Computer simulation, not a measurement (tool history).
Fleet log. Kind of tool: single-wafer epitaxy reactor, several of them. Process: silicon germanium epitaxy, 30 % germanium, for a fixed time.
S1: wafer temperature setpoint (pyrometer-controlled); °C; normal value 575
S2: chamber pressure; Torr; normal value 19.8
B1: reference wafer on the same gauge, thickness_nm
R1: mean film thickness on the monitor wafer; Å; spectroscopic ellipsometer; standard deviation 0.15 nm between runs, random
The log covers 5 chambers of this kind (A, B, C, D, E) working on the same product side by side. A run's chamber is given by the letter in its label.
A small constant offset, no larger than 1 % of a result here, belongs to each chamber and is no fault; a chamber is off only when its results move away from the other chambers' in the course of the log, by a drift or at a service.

| run | hour | S1 | S2 | B1 | R1 |
|---|---|---|---|---|---|
| 1A | 6.5 | 575 | 19.8 | 33.891 | 369.63 |
| 2B | 13.9 | 575 | 19.8 | 33.896 | 368.62 |
| 3C | 20.7 | 575 | 19.8 | 33.907 | 364.33 |
| 4E | 26.2 | 575 | 19.8 | 33.898 | 369.03 |
| 5D | 30.8 | 575 | 19.8 | 33.897 | 365.68 |
| 6E | 37.9 | 575 | 19.8 | 33.914 | 370.29 |
| 7A | 41.5 | 575 | 19.8 | 33.919 | 366.83 |
| 8C | 48.7 | 575 | 19.8 | 33.929 | 366.51 |
| 9D | 54.5 | 575 | 19.8 | 33.899 | 362.74 |
| 10B | 58.1 | 575 | 19.8 | 33.93 | 364.66 |
| 11B | 63.4 | 575 | 19.8 | 33.877 | 370.78 |
| 12E | 69.6 | 575 | 19.8 | 33.884 | 369.47 |
| 13D | 76.1 | 575 | 19.8 | 33.895 | 364.28 |
| 14C | 83.5 | 575 | 19.8 | 33.889 | 363.83 |
| 15A | 88.7 | 575 | 19.8 | 33.886 | 366.73 |
|  | 94 | chamber C: pyrometer calibrated |
| 16D | 94.3 | 575 | 19.8 | 33.895 | 366.23 |
| 17A | 99.8 | 570 | 16 | 33.874 | 306.73 |
| 18E | 105.3 | 570 | 16 | 33.903 | 306.63 |
| 19B | 111.3 | 570 | 16 | 33.878 | 307.29 |
| 20C | 115.1 | 570 | 16 | 33.914 | 288.53 |
| 21E | 122.5 | 570 | 16 | 33.883 | 307.98 |
| 22B | 126.3 | 575 | 19.8 | 33.904 | 368.41 |
| 23A | 131.1 | 575 | 19.8 | 33.924 | 369.98 |
| 24C | 134.7 | 575 | 19.8 | 33.897 | 348.52 |
| 25D | 141.8 | 575 | 19.8 | 33.92 | 364.07 |
| 26E | 148.1 | 575 | 19.8 | 33.901 | 369.86 |
| 27D | 155.4 | 575 | 19.8 | 33.923 | 364.52 |
| 28B | 160.6 | 575 | 19.8 | 33.896 | 368.32 |
| 29C | 168.2 | 575 | 19.8 | 33.926 | 348.82 |
| 30A | 175.9 | 575 | 19.8 | 33.864 | 366.36 |
| 31A | 179.9 | 568 | 15.2 | 33.882 | 287.28 |
| 32D | 187.3 | 568 | 15.2 | 33.883 | 288.1 |
| 33B | 194.6 | 568 | 15.2 | 33.916 | 286.78 |

Read the log: is a single chamber off, either drifting away or since a service, is the gauge that measures every chamber drifting, or is nothing wrong beyond small per-chamber offsets? Name any odd chamber and what most likely caused it.

After it was serviced, chamber C no longer matches the other chambers.
Cause: wafer temperature below the value expected at the setpoint (K) = 2.3.

Below are 4 candidate recipes for chamber C's next run, each the usual settings with a change, their results shown as question marks. Which of them brings C's results back in line with what the other chambers give on the usual settings?
Counts as in line when no further than this from what the other chambers average on the usual settings: R1 5.3 Å
| 34C-1 | 200.2 | 575 | 17.2 |  | ? |
| 34C-2 | 200.2 | 574 | 19.7 |  | ? |
| 34C-3 | 200.2 | 576 | 19.8 |  | ? |
| 34C-4 | 200.2 | 575 | 22.4 |  | ? |

The mean the other chambers reach with the usual settings: R1 367.63 Å
| run | R1 |
|---|---|
| 34C-1 | 330.25 |
| 34C-2 | 341.8 |
| 34C-3 | 356.26 |
| 34C-4 | 366.94 |
34C-4 brings the chamber back in line.
